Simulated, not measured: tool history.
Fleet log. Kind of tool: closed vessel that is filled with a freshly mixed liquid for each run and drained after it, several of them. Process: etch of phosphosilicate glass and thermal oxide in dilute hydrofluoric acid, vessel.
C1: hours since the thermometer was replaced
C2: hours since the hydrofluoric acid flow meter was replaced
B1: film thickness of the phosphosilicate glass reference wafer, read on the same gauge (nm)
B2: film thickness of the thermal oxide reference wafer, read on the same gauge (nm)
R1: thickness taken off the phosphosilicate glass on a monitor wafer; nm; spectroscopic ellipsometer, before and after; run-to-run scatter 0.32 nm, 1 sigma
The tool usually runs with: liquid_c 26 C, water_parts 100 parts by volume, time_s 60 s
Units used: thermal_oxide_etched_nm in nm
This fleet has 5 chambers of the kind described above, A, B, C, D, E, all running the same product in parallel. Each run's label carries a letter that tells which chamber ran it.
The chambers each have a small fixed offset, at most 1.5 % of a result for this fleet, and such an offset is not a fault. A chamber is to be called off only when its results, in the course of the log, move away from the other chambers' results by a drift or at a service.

{"run": "1E", "day": 0.371, "liquid_c": 26, "water_parts": 100, "time_s": 60, "C1": 803.8, "C2": 258.2, "B1": 120.04, "B2": 59.982, "R1": 38.73, "thermal_oxide_etched_nm": 3.1789}
{"run": "2C", "day": 0.717, "liquid_c": 26, "water_parts": 100, "time_s": 60, "C1": 628.7, "C2": 561.7, "B1": 119.99, "B2": 59.927, "R1": 38.737, "thermal_oxide_etched_nm": 3.1701}
{"run": "3D", "day": 1.108, "liquid_c": 26, "water_parts": 100, "time_s": 60, "C1": 2951.6, "C2": 418.1, "B1": 120.02, "B2": 60.009, "R1": 38.596, "thermal_oxide_etched_nm": 3.1563}
{"run": "4B", "day": 1.408, "liquid_c": 26, "water_parts": 100, "time_s": 60, "C1": 1404, "C2": 57.9, "B1": 120, "B2": 60.006, "R1": 39.508, "thermal_oxide_etched_nm": 3.1329}
{"run": "5A", "day": 1.917, "liquid_c": 26, "water_parts": 115, "time_s": 60, "C1": 267.3, "C2": 127.9, "B1": 120, "B2": 60.01, "R1": 33.07, "thermal_oxide_etched_nm": 2.7374}
{"day": 2.304, "done": "chamber D: thermometer replaced"}
{"run": "6B", "day": 2.425, "liquid_c": 26, "water_parts": 115, "time_s": 60, "C1": 1428.4, "C2": 82.3, "B1": 120, "B2": 59.965, "R1": 32.816, "thermal_oxide_etched_nm": 2.6287}
{"run": "7D", "day": 2.933, "liquid_c": 26, "water_parts": 115, "time_s": 60, "C1": 15.2, "C2": 461.9, "B1": 120, "B2": 60.052, "R1": 33.296, "thermal_oxide_etched_nm": 2.7125}
{"run": "8A", "day": 3.258, "liquid_c": 26, "water_parts": 115, "time_s": 60, "C1": 299.5, "C2": 160.1, "B1": 120.02, "B2": 60.026, "R1": 32.941, "thermal_oxide_etched_nm": 2.6769}
{"run": "9E", "day": 3.588, "liquid_c": 26, "water_parts": 115, "time_s": 60, "C1": 881, "C2": 335.4, "B1": 119.99, "B2": 59.986, "R1": 32.928, "thermal_oxide_etched_nm": 2.6708}
{"run": "10C", "day": 4.004, "liquid_c": 26, "water_parts": 100, "time_s": 60, "C1": 707.6, "C2": 640.6, "B1": 119.97, "B2": 60.017, "R1": 38.965, "thermal_oxide_etched_nm": 3.2222}
{"run": "11B", "day": 4.567, "liquid_c": 26, "water_parts": 100, "time_s": 60, "C1": 1479.8, "C2": 133.7, "B1": 120.02, "B2": 59.977, "R1": 38.856, "thermal_oxide_etched_nm": 3.1448}
{"day": 4.942, "done": "chamber D: hydrofluoric acid flow meter replaced"}
{"run": "12E", "day": 4.958, "liquid_c": 26, "water_parts": 100, "time_s": 60, "C1": 913.9, "C2": 368.3, "B1": 119.98, "B2": 60.039, "R1": 38.744, "thermal_oxide_etched_nm": 3.1124}
{"run": "13D", "day": 5.212, "liquid_c": 26, "water_parts": 100, "time_s": 60, "C1": 69.9, "C2": 6.6, "B1": 120, "B2": 60.028, "R1": 38.648, "thermal_oxide_etched_nm": 3.2293}
{"run": "14A", "day": 5.554, "liquid_c": 26, "water_parts": 100, "time_s": 60, "C1": 354.6, "C2": 215.2, "B1": 120.02, "B2": 59.968, "R1": 38.877, "thermal_oxide_etched_nm": 3.1208}
{"run": "15C", "day": 6.0, "liquid_c": 26, "water_parts": 100, "time_s": 60, "C1": 755.5, "C2": 688.5, "B1": 120.01, "B2": 60.009, "R1": 38.888, "thermal_oxide_etched_nm": 3.154}
{"run": "16D", "day": 6.442, "liquid_c": 28.5, "water_parts": 140, "time_s": 60, "C1": 99.4, "C2": 36.1, "B1": 120, "B2": 59.998, "R1": 28.795, "thermal_oxide_etched_nm": 2.349}
{"run": "17A", "day": 6.729, "liquid_c": 28.5, "water_parts": 140, "time_s": 60, "C1": 382.8, "C2": 243.4, "B1": 119.99, "B2": 60.028, "R1": 29.571, "thermal_oxide_etched_nm": 2.365}
{"day": 6.933, "done": "chamber B: thermometer replaced"}
{"run": "18E", "day": 7.162, "liquid_c": 28.5, "water_parts": 140, "time_s": 60, "C1": 966.8, "C2": 421.2, "B1": 120.02, "B2": 60.032, "R1": 28.775, "thermal_oxide_etched_nm": 2.3444}
{"run": "19B", "day": 7.646, "liquid_c": 28.5, "water_parts": 140, "time_s": 60, "C1": 17.2, "C2": 207.6, "B1": 120, "B2": 59.991, "R1": 29.134, "thermal_oxide_etched_nm": 2.3953}
{"run": "20C", "day": 8.188, "liquid_c": 28.5, "water_parts": 140, "time_s": 60, "C1": 808, "C2": 741, "B1": 120, "B2": 60.042, "R1": 29.359, "thermal_oxide_etched_nm": 2.3794}
{"run": "21C", "day": 8.588, "liquid_c": 26, "water_parts": 100, "time_s": 60, "C1": 817.6, "C2": 750.6, "B1": 119.99, "B2": 59.978, "R1": 37.951, "thermal_oxide_etched_nm": 3.1845}
{"run": "22B", "day": 8.854, "liquid_c": 26, "water_parts": 100, "time_s": 60, "C1": 46.2, "C2": 236.6, "B1": 120.01, "B2": 59.992, "R1": 39.353, "thermal_oxide_etched_nm": 3.1194}
{"run": "23A", "day": 9.138, "liquid_c": 26, "water_parts": 100, "time_s": 60, "C1": 440.6, "C2": 301.2, "B1": 120.01, "B2": 60.006, "R1": 39.337, "thermal_oxide_etched_nm": 3.1103}
{"run": "24D", "day": 9.708, "liquid_c": 26, "water_parts": 100, "time_s": 60, "C1": 177.8, "C2": 114.5, "B1": 120.01, "B2": 60.039, "R1": 39.118, "thermal_oxide_etched_nm": 3.2247}
{"run": "25E", "day": 10.108, "liquid_c": 26, "water_parts": 100, "time_s": 60, "C1": 1037.5, "C2": 491.9, "B1": 120.02, "B2": 59.969, "R1": 39.036, "thermal_oxide_etched_nm": 3.0749}
{"run": "26E", "day": 10.538, "liquid_c": 26, "water_parts": 100, "time_s": 60, "C1": 1047.8, "C2": 502.2, "B1": 120.01, "B2": 59.999, "R1": 39.172, "thermal_oxide_etched_nm": 3.1558}
{"run": "27C", "day": 11.012, "liquid_c": 26, "water_parts": 100, "time_s": 60, "C1": 875.8, "C2": 808.8, "B1": 119.99, "B2": 60.007, "R1": 37.929, "thermal_oxide_etched_nm": 3.173}
{"run": "28D", "day": 11.512, "liquid_c": 30.5, "water_parts": 100, "time_s": 45, "C1": 221.1, "C2": 157.8, "B1": 120, "B2": 59.979, "R1": 34.444, "thermal_oxide_etched_nm": 2.8158}
{"run": "29B", "day": 11.888, "liquid_c": 30.5, "water_parts": 100, "time_s": 45, "C1": 119, "C2": 309.4, "B1": 120, "B2": 59.997, "R1": 34.758, "thermal_oxide_etched_nm": 2.8301}
{"run": "30A", "day": 12.392, "liquid_c": 30.5, "water_parts": 100, "time_s": 45, "C1": 518.7, "C2": 379.3, "B1": 119.98, "B2": 60.015, "R1": 35.262, "thermal_oxide_etched_nm": 2.8344}
{"run": "31E", "day": 12.946, "liquid_c": 30.5, "water_parts": 100, "time_s": 45, "C1": 1105.6, "C2": 560, "B1": 120.01, "B2": 59.991, "R1": 34.203, "thermal_oxide_etched_nm": 2.7669}
{"run": "32A", "day": 13.388, "liquid_c": 30.5, "water_parts": 100, "time_s": 45, "C1": 542.6, "C2": 403.2, "B1": 120, "B2": 60.018, "R1": 35.025, "thermal_oxide_etched_nm": 2.7695}
{"run": "33C", "day": 13.65, "liquid_c": 26, "water_parts": 100, "time_s": 60, "C1": 939.1, "C2": 872.1, "B1": 120.02, "B2": 60.001, "R1": 38.348, "thermal_oxide_etched_nm": 3.1487}
{"run": "34B", "day": 14.108, "liquid_c": 26, "water_parts": 100, "time_s": 60, "C1": 172.3, "C2": 362.7, "B1": 119.99, "B2": 60.018, "R1": 39.139, "thermal_oxide_etched_nm": 3.1703}
{"run": "35D", "day": 14.504, "liquid_c": 26, "water_parts": 70, "time_s": 60, "C1": 292.9, "C2": 229.6, "B1": 119.98, "B2": 60.026, "R1": 58.08, "thermal_oxide_etched_nm": 4.7192}
{"run": "36A", "day": 14.938, "liquid_c": 26, "water_parts": 70, "time_s": 60, "C1": 579.8, "C2": 440.4, "B1": 119.98, "B2": 59.988, "R1": 57.612, "thermal_oxide_etched_nm": 4.6815}
{"run": "37B", "day": 15.492, "liquid_c": 26, "water_parts": 70, "time_s": 60, "C1": 205.5, "C2": 395.9, "B1": 120.03, "B2": 60.006, "R1": 57.152, "thermal_oxide_etched_nm": 4.6374}
{"run": "38D", "day": 15.996, "liquid_c": 26, "water_parts": 70, "time_s": 60, "C1": 328.7, "C2": 265.4, "B1": 120.01, "B2": 59.974, "R1": 58.053, "thermal_oxide_etched_nm": 4.7999}
{"run": "39E", "day": 16.475, "liquid_c": 26, "water_parts": 70, "time_s": 60, "C1": 1190.3, "C2": 644.7, "B1": 119.97, "B2": 60.032, "R1": 57.713, "thermal_oxide_etched_nm": 4.7194}
{"run": "40C", "day": 16.9, "liquid_c": 26, "water_parts": 100, "time_s": 60, "C1": 1017.1, "C2": 950.1, "B1": 119.98, "B2": 60.023, "R1": 39.275, "thermal_oxide_etched_nm": 3.1745}
{"run": "41B", "day": 17.412, "liquid_c": 26, "water_parts": 100, "time_s": 60, "C1": 251.6, "C2": 442, "B1": 120.02, "B2": 60.009, "R1": 39.176, "thermal_oxide_etched_nm": 3.1124}

All chambers now run identical settings, listed one chamber a line with results as question marks. What results will each chamber show?
{"run": "42A", "day": 17.821, "liquid_c": 23, "water_parts": 100, "time_s": 60, "R1": "?", "thermal_oxide_etched_nm": "?"}
{"run": "42B", "day": 17.821, "liquid_c": 23, "water_parts": 100, "time_s": 60, "R1": "?", "thermal_oxide_etched_nm": "?"}
{"run": "42C", "day": 17.821, "liquid_c": 23, "water_parts": 100, "time_s": 60, "R1": "?", "thermal_oxide_etched_nm": "?"}
{"run": "42D", "day": 17.821, "liquid_c": 23, "water_parts": 100, "time_s": 60, "R1": "?", "thermal_oxide_etched_nm": "?"}
{"run": "42E", "day": 17.821, "liquid_c": 23, "water_parts": 100, "time_s": 60, "R1": "?", "thermal_oxide_etched_nm": "?"}

run=42A R1=34.642 thermal_oxide_etched_nm=2.7611
run=42B R1=34.426 thermal_oxide_etched_nm=2.7856
run=42C R1=34.394 thermal_oxide_etched_nm=2.8291
run=42D R1=34.178 thermal_oxide_etched_nm=2.8789
run=42E R1=34.629 thermal_oxide_etched_nm=2.7729

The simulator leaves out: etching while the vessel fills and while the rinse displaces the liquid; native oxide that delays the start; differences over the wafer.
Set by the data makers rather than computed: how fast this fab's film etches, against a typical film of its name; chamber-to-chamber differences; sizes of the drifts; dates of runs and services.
